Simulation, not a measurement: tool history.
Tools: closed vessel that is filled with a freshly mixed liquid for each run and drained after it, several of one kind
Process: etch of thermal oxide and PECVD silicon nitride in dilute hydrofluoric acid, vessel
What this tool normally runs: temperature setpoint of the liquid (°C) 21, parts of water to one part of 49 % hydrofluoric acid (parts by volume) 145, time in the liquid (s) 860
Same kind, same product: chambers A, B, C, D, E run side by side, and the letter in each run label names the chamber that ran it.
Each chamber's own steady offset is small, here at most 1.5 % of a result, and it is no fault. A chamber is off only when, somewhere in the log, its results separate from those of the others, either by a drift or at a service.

run,day,temperature setpoint of the liquid (°C),parts of water to one part of 49 % hydrofluoric acid (parts by volume),time in the liquid (s),hours since the thermometer was replaced,hours since the hydrofluoric acid flow meter was replaced,"read-back film thickness of the thermal oxide reference wafer, read on the same gauge (nm)","read-back film thickness of the PECVD silicon nitride reference wafer, read on the same gauge (nm)",thickness taken off the thermal oxide on a monitor wafer (nm),thickness taken off the PECVD silicon nitride on a monitor wafer (nm)
1C,0.196,21,145,860,952.6,438.2,59.988,39.993,22.588,8.0996
2A,0.546,21,145,860,627.9,469.2,60.001,40.041,23.15,8.3365
3D,0.9,21,145,860,522.1,1440.7,59.99,40.003,22.696,8.3771
4E,1.108,21,145,860,1658.8,238,59.978,39.976,23.011,8.2281
5B,1.45,21,145,860,1993.7,269.2,60.003,39.992,23.123,8.383
# day 1.512: chamber D: thermometer replaced
6A,1.725,21,145,860,656.2,497.5,59.982,39.993,23.041,8.4293
7E,1.892,21,145,860,1677.6,256.8,60,39.995,22.836,8.4612
8C,2.129,21,145,405,999,484.6,60.02,39.999,10.755,3.8684
9B,2.346,21,145,405,2015.2,290.7,59.985,40.01,10.855,3.8194
10D,2.596,21,145,405,26.1,1481.4,60.009,39.98,10.711,3.943
11E,2.812,21,145,405,1699.7,278.9,60.003,40.005,10.768,3.9475
12C,3.062,21,145,405,1021.4,507,59.979,39.99,10.724,3.8801
13D,3.283,21,145,860,42.6,1497.9,59.995,39.986,22.845,8.3662
14B,3.496,23,200,860,2042.8,318.3,60.009,40.008,16.728,6.6728
15A,3.738,23,200,860,704.5,545.8,60.01,40.002,17.207,7.0058
16B,4.017,23,200,860,2055.3,330.8,60.006,39.992,16.675,6.7655
17C,4.354,23,200,860,1052.4,538,60.005,40.005,16.907,6.8527
18D,4.671,23,200,860,75.9,1531.2,59.997,39.984,16.712,6.931
19E,4.9,21,145,860,1749.8,329,60.005,40.009,23.007,8.3762
20A,5.196,21,145,860,739.5,580.8,60.001,40.025,23.118,8.4325
21C,5.5,21,145,860,1079.9,565.5,60.009,40.028,22.701,8.2494
22D,5.762,21,145,860,102.1,1557.4,60.01,39.993,22.69,8.4597
23B,5.938,21,145,860,2101.4,376.9,59.984,39.992,22.598,7.849
24A,6.279,21,145,860,765.5,606.8,59.991,39.992,23.153,8.5183
25E,6.571,21,145,860,1789.9,369.1,59.998,40.014,23.058,8.3433
26C,6.738,21,145,860,1109.6,595.2,60.026,40.004,22.825,8.2122
27B,6.946,21,145,860,2125.6,401.1,60.02,40.002,22.45,7.9689
28A,7.242,21,145,860,788.6,629.9,59.976,39.986,23.271,8.2425
29D,7.433,21,145,860,142.2,1597.5,59.992,39.992,22.675,8.4423
30E,7.683,21,145,860,1816.6,395.8,59.996,40.007,22.962,8.3715
31B,7.975,21,145,860,2150.3,425.8,59.992,40.017,22.225,7.7536

The same settings go to every chamber for the next run, one line per chamber below. Forecast the results for each:
32A,8.246,21,145,860,,,,,?,?
32B,8.246,21,145,860,,,,,?,?
32C,8.246,21,145,860,,,,,?,?
32D,8.246,21,145,860,,,,,?,?
32E,8.246,21,145,860,,,,,?,?

run,thickness taken off the thermal oxide on a monitor wafer (nm),thickness taken off the PECVD silicon nitride on a monitor wafer (nm)
32A,23.258,8.2903
32B,22.174,7.8204
32C,22.772,8.1503
32D,22.762,8.3817
32E,22.981,8.2951
